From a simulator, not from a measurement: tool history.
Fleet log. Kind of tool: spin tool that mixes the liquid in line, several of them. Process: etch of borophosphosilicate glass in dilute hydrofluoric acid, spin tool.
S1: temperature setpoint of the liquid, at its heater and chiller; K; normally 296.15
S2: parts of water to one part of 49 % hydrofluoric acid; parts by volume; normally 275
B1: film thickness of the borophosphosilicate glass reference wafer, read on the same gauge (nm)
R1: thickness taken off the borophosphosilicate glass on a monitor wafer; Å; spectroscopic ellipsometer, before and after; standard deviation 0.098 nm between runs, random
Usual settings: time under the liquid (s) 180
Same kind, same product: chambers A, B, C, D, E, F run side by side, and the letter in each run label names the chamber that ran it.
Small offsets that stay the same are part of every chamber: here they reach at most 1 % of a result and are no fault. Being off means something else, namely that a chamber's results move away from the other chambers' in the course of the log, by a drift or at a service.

run 1D hour=5.8 | S1=296.15 S2=275 time_under_the_liquid_(s)=180 | B1=150 | R1=139.64
run 2C hour=10.1 | S1=296.15 S2=275 time_under_the_liquid_(s)=180 | B1=149.98 | R1=137.68
run 3B hour=16.4 | S1=296.15 S2=275 time_under_the_liquid_(s)=180 | B1=150 | R1=138.99
run 4E hour=21.3 | S1=296.15 S2=275 time_under_the_liquid_(s)=180 | B1=149.99 | R1=136.95
run 5F hour=25.9 | S1=296.15 S2=275 time_under_the_liquid_(s)=180 | B1=149.99 | R1=137.72
run 6A hour=34.3 | S1=296.15 S2=275 time_under_the_liquid_(s)=180 | B1=150.01 | R1=138.68
run 7B hour=40.7 | S1=293.65 S2=195 time_under_the_liquid_(s)=180 | B1=150.01 | R1=191.74
run 8C hour=46.6 | S1=293.65 S2=195 time_under_the_liquid_(s)=180 | B1=150 | R1=192.43
run 9E hour=54.4 | S1=293.65 S2=195 time_under_the_liquid_(s)=180 | B1=150.03 | R1=191.02
run 10D hour=58.9 | S1=293.65 S2=195 time_under_the_liquid_(s)=180 | B1=149.98 | R1=193.79
run 11F hour=64.9 | S1=293.65 S2=195 time_under_the_liquid_(s)=180 | B1=150.03 | R1=195.23
run 12A hour=68.9 | S1=293.65 S2=195 time_under_the_liquid_(s)=180 | B1=149.98 | R1=192.28
run 13C hour=76.1 | S1=296.15 S2=275 time_under_the_liquid_(s)=180 | B1=149.99 | R1=139.27
run 14B hour=81.1 | S1=296.15 S2=275 time_under_the_liquid_(s)=180 | B1=150.01 | R1=135.97
run 15A hour=86.4 | S1=296.15 S2=275 time_under_the_liquid_(s)=180 | B1=150.01 | R1=139.02
run 16D hour=93.3 | S1=296.15 S2=275 time_under_the_liquid_(s)=180 | B1=149.96 | R1=138.08
run 17E hour=99.6 | S1=298.65 S2=275 time_under_the_liquid_(s)=180 | B1=150 | R1=148.4
run 18F hour=103.9 | S1=298.65 S2=275 time_under_the_liquid_(s)=180 | B1=150.02 | R1=151.73
run 19E hour=110 | S1=298.65 S2=275 time_under_the_liquid_(s)=180 | B1=149.95 | R1=150.28
run 20A hour=116.4 | S1=298.65 S2=275 time_under_the_liquid_(s)=180 | B1=150.01 | R1=151.47
run 21D hour=123.6 | S1=298.65 S2=275 time_under_the_liquid_(s)=180 | B1=149.99 | R1=151.4
run 22C hour=128.9 | S1=298.65 S2=275 time_under_the_liquid_(s)=180 | B1=149.99 | R1=151.04
run 23B hour=133.6 | S1=296.15 S2=275 time_under_the_liquid_(s)=180 | B1=149.99 | R1=138.81
run 24F hour=140.3 | S1=296.15 S2=275 time_under_the_liquid_(s)=180 | B1=149.98 | R1=139.9
run 25C hour=144.8 | S1=296.15 S2=275 time_under_the_liquid_(s)=180 | B1=150 | R1=138.24
run 26E hour=151.3 | S1=296.15 S2=275 time_under_the_liquid_(s)=180 | B1=150.03 | R1=137.93
run 27B hour=157.8 | S1=296.15 S2=275 time_under_the_liquid_(s)=180 | B1=149.99 | R1=137.97
run 28D hour=162.4 | S1=296.15 S2=275 time_under_the_liquid_(s)=180 | B1=150.03 | R1=139.09
run 29A hour=170.2 | S1=296.15 S2=275 time_under_the_liquid_(s)=180 | B1=150 | R1=138.15
run 30F hour=178 | S1=296.15 S2=275 time_under_the_liquid_(s)=180 | B1=149.96 | R1=137.18
run 31E hour=184.7 | S1=296.15 S2=275 time_under_the_liquid_(s)=180 | B1=149.97 | R1=136.36
run 32D hour=191.9 | S1=296.15 S2=355 time_under_the_liquid_(s)=235 | B1=150 | R1=129.89
run 33C hour=199.5 | S1=296.15 S2=355 time_under_the_liquid_(s)=235 | B1=149.99 | R1=126.32
run 34F hour=206.8 | S1=296.15 S2=355 time_under_the_liquid_(s)=235 | B1=150.05 | R1=129.16
run 35B hour=215.1 | S1=296.15 S2=355 time_under_the_liquid_(s)=235 | B1=150.02 | R1=130.09
run 36A hour=221.1 | S1=296.15 S2=355 time_under_the_liquid_(s)=235 | B1=150.01 | R1=128.33
run 37B hour=226 | S1=296.15 S2=355 time_under_the_liquid_(s)=235 | B1=149.97 | R1=130.62
run 38E hour=233.7 | S1=296.15 S2=275 time_under_the_liquid_(s)=180 | B1=150 | R1=137.34
run 39C hour=237.6 | S1=296.15 S2=275 time_under_the_liquid_(s)=180 | B1=150 | R1=133.99
-- hour=237.8 chamber A: hydrofluoric acid flow meter replaced
run 40F hour=244.5 | S1=296.15 S2=275 time_under_the_liquid_(s)=180 | B1=149.98 | R1=140.07
run 41D hour=251.8 | S1=296.15 S2=275 time_under_the_liquid_(s)=180 | B1=150.06 | R1=136.95
run 42A hour=258.4 | S1=296.15 S2=275 time_under_the_liquid_(s)=180 | B1=150 | R1=138.75
run 43C hour=266.2 | S1=296.15 S2=275 time_under_the_liquid_(s)=180 | B1=150.01 | R1=132.47

Has any chamber moved away from the others, gradually or after a service, or does the common gauge drift, or do the chambers differ only by their own small steady offsets? State the chamber and the most likely cause if one applies.

One chamber, C, drifts off from the rest bit by bit.
Most likely cause: hydrofluoric acid flow below the setpoint (%) = 3.89.
It could be hard to tell apart here from: liquid colder than its thermometer reads (K).

Below are 4 candidate recipes for chamber C's next run, each the usual settings with a change, their results shown as question marks. Which of them brings C's results back in line with what the other chambers give on the usual settings?
To be in line, a result may differ from the other chambers' mean on the usual settings by at most: R1 3.4 Å
run 44C-1 hour=272.2 | S1=297.15 S2=275 time_under_the_liquid_(s)=180 | R1=?
run 44C-2 hour=272.2 | S1=296.15 S2=275 time_under_the_liquid_(s)=165 | R1=?
run 44C-3 hour=272.2 | S1=296.15 S2=255 time_under_the_liquid_(s)=180 | R1=?
run 44C-4 hour=272.2 | S1=296.15 S2=280 time_under_the_liquid_(s)=175 | R1=?

The other chambers' mean on the usual settings: R1 138.25 Å
run=44C-1 R1=136.78
run=44C-2 R1=121
run=44C-3 R1=145.18
run=44C-4 R1=125.43
With 44C-1, the chamber falls back in line with the rest.
